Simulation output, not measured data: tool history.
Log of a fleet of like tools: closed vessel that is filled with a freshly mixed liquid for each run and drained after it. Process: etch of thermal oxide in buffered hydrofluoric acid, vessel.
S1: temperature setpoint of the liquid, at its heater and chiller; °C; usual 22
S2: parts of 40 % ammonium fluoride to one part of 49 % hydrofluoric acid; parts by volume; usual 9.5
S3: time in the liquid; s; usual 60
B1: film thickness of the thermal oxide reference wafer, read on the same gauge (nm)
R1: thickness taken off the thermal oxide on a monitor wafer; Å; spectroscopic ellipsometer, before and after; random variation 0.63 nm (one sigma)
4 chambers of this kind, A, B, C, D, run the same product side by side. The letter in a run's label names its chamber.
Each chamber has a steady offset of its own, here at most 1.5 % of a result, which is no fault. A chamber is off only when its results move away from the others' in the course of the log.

run    day    S1   S2  S3      B1      R1
 1A  0.129    22  9.5  60     120  643.35
 2B  0.275    22  9.5  60  119.98  636.05
 3C  0.517    22  9.5  60  120.01  647.02
 4D  0.729    22  9.5  60  120.01   644.1
 5D  0.921    22  9.5  60  119.99  648.01
 6A  1.162    22  9.5  60  119.98  641.97
 7C  1.288    22  9.5  60     120  625.01
 8B  1.554    22    6  60  119.95  1002.2
 9A  1.692    22    6  60  119.96  988.45
10B  1.821    22    6  60  120.05  995.22
11D  2.042    22    6  60  120.06  998.25
12C  2.267    22  9.5  50  119.98  517.06
13A  2.388    22  9.5  50     120  533.66
14D    2.6    22  9.5  50  119.94   533.1
15B  2.746    22  9.5  50  119.97  535.44
16C  2.983  25.5    7  60  120.03  990.94
17B  3.158  25.5    7  60  120.03  1050.9
18A  3.392  25.5    7  60  119.99  1062.5
19D  3.521  25.5    7  60  120.04  1079.9
20C  3.696    22  9.5  60  119.97  598.52
21C  3.908    22  9.5  60  119.99  598.78
22B  4.104    22  9.5  60  120.03  630.98
23A  4.371    22  9.5  60  119.98  642.32
24D  4.529  17.5  9.5  90  120.02  747.49
25A  4.646  17.5  9.5  90  119.97  765.94

What goes on in this fleet: one chamber off, a drifting gauge, or nothing beyond the chambers' own small offsets? Name the chamber and the cause, if any.

Chamber C drifts away from the others.
Cause: liquid colder than its thermometer reads (K) = 1.25.
The log may not tell that from: hydrofluoric acid flow below the setpoint (%).

Here are 4 candidates for chamber C's next run, each the usual settings with a change, their results left as question marks. Which one brings its results back in line with what the others give on the usual settings?
In line means no further than this from the other chambers' mean on the usual settings: R1 22 Å
26C-1  4.846  21.5   10  55       ?
26C-2  4.846    23  8.5  60       ?
26C-3  4.846    22  9.5  55       ?
26C-4  4.846    22  9.5  65       ?

The other chambers' mean on the usual settings: R1 642 Å
  run      R1
26C-1  512.88
26C-2  690.96
26C-3  544.83
26C-4  643.88
26C-4 brings the chamber back in line.
